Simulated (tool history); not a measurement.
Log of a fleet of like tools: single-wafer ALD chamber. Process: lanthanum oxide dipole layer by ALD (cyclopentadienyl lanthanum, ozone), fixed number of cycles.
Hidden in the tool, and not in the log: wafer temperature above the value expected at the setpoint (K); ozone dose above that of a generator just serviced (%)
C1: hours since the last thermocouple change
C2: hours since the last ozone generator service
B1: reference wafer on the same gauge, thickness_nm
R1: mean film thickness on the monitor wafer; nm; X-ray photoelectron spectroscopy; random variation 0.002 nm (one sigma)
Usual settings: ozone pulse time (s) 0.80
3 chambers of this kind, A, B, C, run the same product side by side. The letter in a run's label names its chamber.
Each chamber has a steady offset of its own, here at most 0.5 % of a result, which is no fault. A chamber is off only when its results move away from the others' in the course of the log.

Run 1C, hour 6.1: usual settings; C1 609.8; C2 144.6; B1 0.45507. Result: R1 0.45886 nm.
Run 2B, hour 10.7: usual settings; C1 1510.2; C2 668.6; B1 0.45535. Result: R1 0.46039 nm.
Run 3A, hour 17.9: usual settings; C1 470.0; C2 716.9; B1 0.45494. Result: R1 0.46231 nm.
Run 4A, hour 24.2: usual settings; C1 476.3; C2 723.2; B1 0.45557. Result: R1 0.46053 nm.
Run 5B, hour 32.9: usual settings; C1 1532.4; C2 690.8; B1 0.45475. Result: R1 0.46299 nm.
Run 6C, hour 38.9: usual settings but ozone pulse time (s) 1.11; C1 642.6; C2 177.4; B1 0.45531. Result: R1 0.51327 nm.
Run 7B, hour 47.8: usual settings but ozone pulse time (s) 1.11; C1 1547.3; C2 705.7; B1 0.45497. Result: R1 0.51878 nm.
Run 8A, hour 52.4: usual settings but ozone pulse time (s) 1.11; C1 504.5; C2 751.4; B1 0.45486. Result: R1 0.51903 nm.
Run 9C, hour 59.6: usual settings; C1 663.3; C2 198.1; B1 0.45481. Result: R1 0.46115 nm.
Run 10C, hour 63.9: usual settings; C1 667.6; C2 202.4; B1 0.45508. Result: R1 0.46157 nm.
Run 11B, hour 71.7: usual settings; C1 1571.2; C2 729.6; B1 0.45517. Result: R1 0.46364 nm.
Run 12A, hour 79.2: usual settings; C1 531.3; C2 778.2; B1 0.45472. Result: R1 0.46143 nm.
Run 13A, hour 84.6: usual settings but ozone pulse time (s) 0.50; C1 536.7; C2 783.6; B1 0.45474. Result: R1 0.36552 nm.
Run 14C, hour 93.6: usual settings but ozone pulse time (s) 0.50; C1 697.3; C2 232.1; B1 0.45483. Result: R1 0.36201 nm.
Run 15B, hour 98.8: usual settings but ozone pulse time (s) 0.50; C1 1598.3; C2 756.7; B1 0.45484. Result: R1 0.36744 nm.
Run 16A, hour 106.5: usual settings; C1 558.6; C2 805.5; B1 0.45521. Result: R1 0.46417 nm.
Run 17C, hour 114.9: usual settings; C1 718.6; C2 253.4; B1 0.45540. Result: R1 0.46434 nm.
Run 18B, hour 122.7: usual settings but ozone pulse time (s) 0.65; C1 1622.2; C2 780.6; B1 0.45473. Result: R1 0.42116 nm.
Run 19C, hour 129.8: usual settings but ozone pulse time (s) 0.65; C1 733.5; C2 268.3; B1 0.45516. Result: R1 0.42147 nm.
Run 20B, hour 137.2: usual settings but ozone pulse time (s) 0.65; C1 1636.7; C2 795.1; B1 0.45449. Result: R1 0.42515 nm.
Run 21A, hour 141.6: usual settings but ozone pulse time (s) 0.50; C1 593.7; C2 840.6; B1 0.45465. Result: R1 0.36647 nm.
Run 22C, hour 146.3: usual settings but ozone pulse time (s) 0.50; C1 750.0; C2 284.8; B1 0.45519. Result: R1 0.36389 nm.
Run 23A, hour 154.8: usual settings but ozone pulse time (s) 0.50; C1 606.9; C2 853.8; B1 0.45506. Result: R1 0.36592 nm.
Run 24B, hour 161.6: usual settings; C1 1661.1; C2 819.5; B1 0.45528. Result: R1 0.46292 nm.
At hour 166.3: chamber B: ozone generator serviced.
Run 25C, hour 167.9: usual settings; C1 771.6; C2 306.4; B1 0.45502. Result: R1 0.45815 nm.
Run 26B, hour 171.8: usual settings; C1 1671.3; C2 5.5; B1 0.45469. Result: R1 0.46548 nm.
Run 27A, hour 176.8: usual settings; C1 628.9; C2 875.8; B1 0.45508. Result: R1 0.46393 nm.
Run 28A, hour 185.3: usual settings; C1 637.4; C2 884.3; B1 0.45506. Result: R1 0.46229 nm.
Run 29C, hour 190.1: usual settings; C1 793.8; C2 328.6; B1 0.45453. Result: R1 0.45877 nm.
Run 30B, hour 194.4: usual settings but ozone pulse time (s) 0.58; C1 1693.9; C2 28.1; B1 0.45538. Result: R1 0.39769 nm.
Run 31C, hour 201.5: usual settings but ozone pulse time (s) 0.58; C1 805.2; C2 340.0; B1 0.45503. Result: R1 0.39773 nm.
Run 32A, hour 206.4: usual settings but ozone pulse time (s) 0.58; C1 658.5; C2 905.4; B1 0.45515. Result: R1 0.39868 nm.
Run 33B, hour 213.1: usual settings; C1 1712.6; C2 46.8; B1 0.45539. Result: R1 0.46112 nm.
Run 34A, hour 221.9: usual settings; C1 674.0; C2 920.9; B1 0.45476. Result: R1 0.46461 nm.
Run 35B, hour 230.4: usual settings; C1 1729.9; C2 64.1; B1 0.45517. Result: R1 0.46380 nm.
Run 36C, hour 239.4: usual settings; C1 843.1; C2 377.9; B1 0.45504. Result: R1 0.45993 nm.
Run 37A, hour 247.8: usual settings; C1 699.9; C2 946.8; B1 0.45498. Result: R1 0.46293 nm.
Run 38B, hour 253.0: usual settings; C1 1752.5; C2 86.7; B1 0.45505. Result: R1 0.46391 nm.
Run 39C, hour 260.8: usual settings; C1 864.5; C2 399.3; B1 0.45464. Result: R1 0.46096 nm.
Run 40B, hour 267.0: usual settings; C1 1766.5; C2 100.7; B1 0.45541. Result: R1 0.46650 nm.

What goes on in this fleet: one chamber off, a drifting gauge, or nothing beyond the chambers' own small offsets? Name the chamber and the cause, if any.

No chamber stands off beyond its own small offset, and the gauge holds steady.
